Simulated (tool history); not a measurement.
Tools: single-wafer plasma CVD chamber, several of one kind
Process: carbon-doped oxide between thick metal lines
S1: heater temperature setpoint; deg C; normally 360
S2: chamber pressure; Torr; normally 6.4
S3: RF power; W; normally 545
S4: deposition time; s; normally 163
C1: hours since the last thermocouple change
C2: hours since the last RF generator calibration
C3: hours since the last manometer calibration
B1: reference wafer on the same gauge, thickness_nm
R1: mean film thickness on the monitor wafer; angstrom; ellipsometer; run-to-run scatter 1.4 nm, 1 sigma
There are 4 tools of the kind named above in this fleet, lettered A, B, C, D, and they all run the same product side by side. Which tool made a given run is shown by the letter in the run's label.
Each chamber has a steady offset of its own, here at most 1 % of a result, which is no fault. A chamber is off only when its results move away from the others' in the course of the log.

Run 1A, hour 8.6: usual settings; C1 926; C2 628.6; C3 1875.6; B1 717.42. Result: R1 8665.2 angstrom.
Run 2C, hour 20.4: usual settings; C1 348.8; C2 153.2; C3 70.6; B1 717.28. Result: R1 8805.3 angstrom.
Run 3D, hour 32.3: usual settings; C1 794.8; C2 955.2; C3 754.5; B1 717.57. Result: R1 8715.2 angstrom.
Run 4B, hour 46.7: usual settings; C1 410; C2 921.1; C3 1256.3; B1 717.44. Result: R1 8718 angstrom.
Run 5D, hour 55.8: usual settings; C1 818.3; C2 978.7; C3 778; B1 717.61. Result: R1 8701.2 angstrom.
Run 6C, hour 68.2: usual settings; C1 396.6; C2 201; C3 118.4; B1 718.01. Result: R1 8789.6 angstrom.
Run 7A, hour 82.2: usual settings; C1 999.6; C2 702.2; C3 1949.2; B1 717.96. Result: R1 8707.4 angstrom.
Run 8B, hour 92.4: usual settings; C1 455.7; C2 966.8; C3 1302; B1 718.03. Result: R1 8762.3 angstrom.
Run 9A, hour 103.5: usual settings; C1 1020.9; C2 723.5; C3 1970.5; B1 718.39. Result: R1 8679.7 angstrom.
Run 10C, hour 116.4: usual settings; C1 444.8; C2 249.2; C3 166.6; B1 718.69. Result: R1 8818 angstrom.
Run 11B, hour 132.9: usual settings; C1 496.2; C2 1007.3; C3 1342.5; B1 718.58. Result: R1 8744.5 angstrom.
Run 12D, hour 148.8: usual settings; C1 911.3; C2 1071.7; C3 871; B1 718.89. Result: R1 8707.3 angstrom.
Run 13A, hour 158.8: usual settings; C1 1076.2; C2 778.8; C3 2025.8; B1 719.17. Result: R1 8692.4 angstrom.
Run 14B, hour 167.1: usual settings; C1 530.4; C2 1041.5; C3 1376.7; B1 719.07. Result: R1 8739.4 angstrom.
At hour 170.1: chamber D: RF generator calibrated.
Run 15C, hour 174.2: usual settings but S1 346 deg C, S2 4.96 Torr; C1 502.6; C2 307; C3 224.4; B1 719.43. Result: R1 8816.8 angstrom.
Run 16D, hour 181.6: usual settings but S1 346 deg C, S2 4.96 Torr; C1 944.1; C2 11.5; C3 903.8; B1 718.82. Result: R1 8688.3 angstrom.
Run 17B, hour 194: usual settings but S1 346 deg C, S2 4.96 Torr; C1 557.3; C2 1068.4; C3 1403.6; B1 719.42. Result: R1 8746.6 angstrom.
At hour 196.5: chamber A: RF generator calibrated.
Run 18C, hour 208.4: usual settings but S1 346 deg C, S2 4.96 Torr; C1 536.8; C2 341.2; C3 258.6; B1 719.27. Result: R1 8830.2 angstrom.
Run 19A, hour 215.9: usual settings; C1 1133.3; C2 19.5; C3 2082.9; B1 719.73. Result: R1 8689.7 angstrom.
At hour 223.1: chamber D: thermocouple changed; heater temperature recalibrated.
Run 20D, hour 224.9: usual settings; C1 1.8; C2 54.8; C3 947.1; B1 719.69. Result: R1 8757 angstrom.
Run 21D, hour 237.7: usual settings; C1 14.6; C2 67.6; C3 959.9; B1 719.79. Result: R1 8711 angstrom.
Run 22C, hour 253.3: usual settings; C1 581.7; C2 386.1; C3 303.5; B1 720.14. Result: R1 8821.6 angstrom.
Run 23B, hour 261.8: usual settings; C1 625.1; C2 1136.2; C3 1471.4; B1 720.26. Result: R1 8761 angstrom.
Run 24A, hour 274.9: usual settings; C1 1192.3; C2 78.5; C3 2141.9; B1 720.3. Result: R1 8731.7 angstrom.
Run 25A, hour 284.8: usual settings; C1 1202.2; C2 88.4; C3 2151.8; B1 720.45. Result: R1 8715.4 angstrom.
Run 26B, hour 293.6: usual settings but S4 136 s; C1 656.9; C2 1168; C3 1503.2; B1 720.74. Result: R1 7323.4 angstrom.
Run 27D, hour 309.3: usual settings but S4 136 s; C1 86.2; C2 139.2; C3 1031.5; B1 720.83. Result: R1 7326.7 angstrom.
Run 28C, hour 321.9: usual settings but S4 136 s; C1 650.3; C2 454.7; C3 372.1; B1 720.76. Result: R1 7371.9 angstrom.
Run 29A, hour 333.2: usual settings but S4 136 s; C1 1250.6; C2 136.8; C3 2200.2; B1 721.28. Result: R1 7295.1 angstrom.
Run 30B, hour 347.8: usual settings; C1 711.1; C2 1222.2; C3 1557.4; B1 721.08. Result: R1 8779.7 angstrom.
Run 31C, hour 357.3: usual settings; C1 685.7; C2 490.1; C3 407.5; B1 720.97. Result: R1 8880.3 angstrom.
Run 32D, hour 372.9: usual settings; C1 149.8; C2 202.8; C3 1095.1; B1 721.44. Result: R1 8766.9 angstrom.
Run 33C, hour 385.7: usual settings; C1 714.1; C2 518.5; C3 435.9; B1 722.16. Result: R1 8829.5 angstrom.

Predict what each chamber gives when all 4 of them run the settings below next.
Run 34A, hour 397.6: usual settings but S3 630 W. Result: R1 ?.
Run 34B, hour 397.6: usual settings but S3 630 W. Result: R1 ?.
Run 34C, hour 397.6: usual settings but S3 630 W. Result: R1 ?.
Run 34D, hour 397.6: usual settings but S3 630 W. Result: R1 ?.

run      R1
34A  9493.5
34B  9587.4
34C  9682.6
34D    9597
